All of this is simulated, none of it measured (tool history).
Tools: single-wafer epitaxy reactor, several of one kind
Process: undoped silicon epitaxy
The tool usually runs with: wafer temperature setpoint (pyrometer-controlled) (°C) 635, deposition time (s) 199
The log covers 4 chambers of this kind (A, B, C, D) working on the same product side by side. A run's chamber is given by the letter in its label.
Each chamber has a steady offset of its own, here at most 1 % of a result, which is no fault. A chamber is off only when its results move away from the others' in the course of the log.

| run | hour | wafer temperature setpoint (pyrometer-controlled) (°C) | deposition time (s) | read-back reference wafer on the same gauge, thickness_nm | mean film thickness on the monitor wafer (Å) |
|---|---|---|---|---|---|
| 1A | 7.0 | 635 | 199 | 24.991 | 241.29 |
| 2C | 13.1 | 635 | 199 | 24.989 | 240.98 |
| 3B | 25.1 | 635 | 199 | 24.993 | 242.29 |
| 4D | 37.9 | 635 | 199 | 24.998 | 240.55 |
| 5C | 47.9 | 635 | 199 | 25.008 | 240.36 |
| 6A | 59.1 | 635 | 199 | 24.987 | 240.02 |
| 7B | 71.6 | 635 | 199 | 24.999 | 242.22 |
| 8D | 79.5 | 629 | 232 | 24.978 | 247.16 |
| 9B | 86.8 | 629 | 232 | 25.017 | 246.24 |
| 10D | 94.6 | 629 | 232 | 25.006 | 247.07 |
| 11C | 105.2 | 629 | 232 | 25.013 | 245.67 |
| 12A | 114.4 | 635 | 199 | 24.979 | 240.54 |
| 13B | 127.4 | 635 | 199 | 25.000 | 241.17 |
| 14D | 139.9 | 635 | 199 | 25.002 | 243.62 |
| 15A | 147.2 | 635 | 199 | 24.996 | 241.76 |
| 16C | 155.1 | 635 | 199 | 24.997 | 240.20 |
| 17A | 161.8 | 635 | 161 | 25.009 | 195.10 |
| 18D | 172.3 | 635 | 161 | 25.016 | 197.81 |
| 19C | 179.4 | 635 | 161 | 24.988 | 194.57 |
| 20B | 189.9 | 635 | 161 | 24.996 | 196.53 |
| 21C | 201.3 | 635 | 199 | 24.995 | 240.89 |
| 22D | 208.5 | 635 | 199 | 25.006 | 245.93 |
| 23B | 214.4 | 635 | 199 | 25.016 | 241.86 |
| 24A | 223.2 | 635 | 199 | 24.986 | 240.99 |
| 25C | 235.0 | 635 | 199 | 24.988 | 239.97 |
| 26B | 243.1 | 635 | 169 | 24.995 | 204.61 |
| 27D | 251.8 | 635 | 169 | 25.019 | 209.01 |
| 28A | 264.5 | 635 | 169 | 25.002 | 203.01 |
| 29B | 275.9 | 635 | 169 | 25.012 | 205.49 |
| 30C | 284.0 | 635 | 199 | 24.982 | 240.01 |
| 31A | 291.9 | 635 | 199 | 25.009 | 240.04 |
| 32D | 299.0 | 635 | 199 | 25.022 | 247.73 |
|  | 300.6 | chamber C: pyrometer calibrated |
| 33C | 310.1 | 635 | 199 | 25.029 | 240.66 |
| 34B | 318.0 | 635 | 199 | 24.994 | 242.67 |
| 35A | 327.5 | 635 | 199 | 24.986 | 239.48 |
| 36D | 334.5 | 635 | 199 | 24.989 | 249.57 |
| 37A | 347.3 | 635 | 199 | 25.023 | 240.56 |
| 38C | 357.3 | 635 | 199 | 25.005 | 241.10 |
| 39B | 365.8 | 635 | 199 | 24.975 | 242.42 |
| 40D | 374.9 | 635 | 199 | 24.992 | 249.24 |
| 41C | 387.1 | 635 | 199 | 25.004 | 240.15 |
| 42B | 396.7 | 635 | 199 | 24.989 | 241.69 |

Each of the 4 chambers runs these same settings next. Fill in every chamber's results:
| 43A | 406.1 | 645 | 199 |  | ? |
| 43B | 406.1 | 645 | 199 |  | ? |
| 43C | 406.1 | 645 | 199 |  | ? |
| 43D | 406.1 | 645 | 199 |  | ? |

| run | mean film thickness on the monitor wafer (Å) |
|---|---|
| 43A | 301.09 |
| 43B | 301.23 |
| 43C | 299.82 |
| 43D | 313.21 |
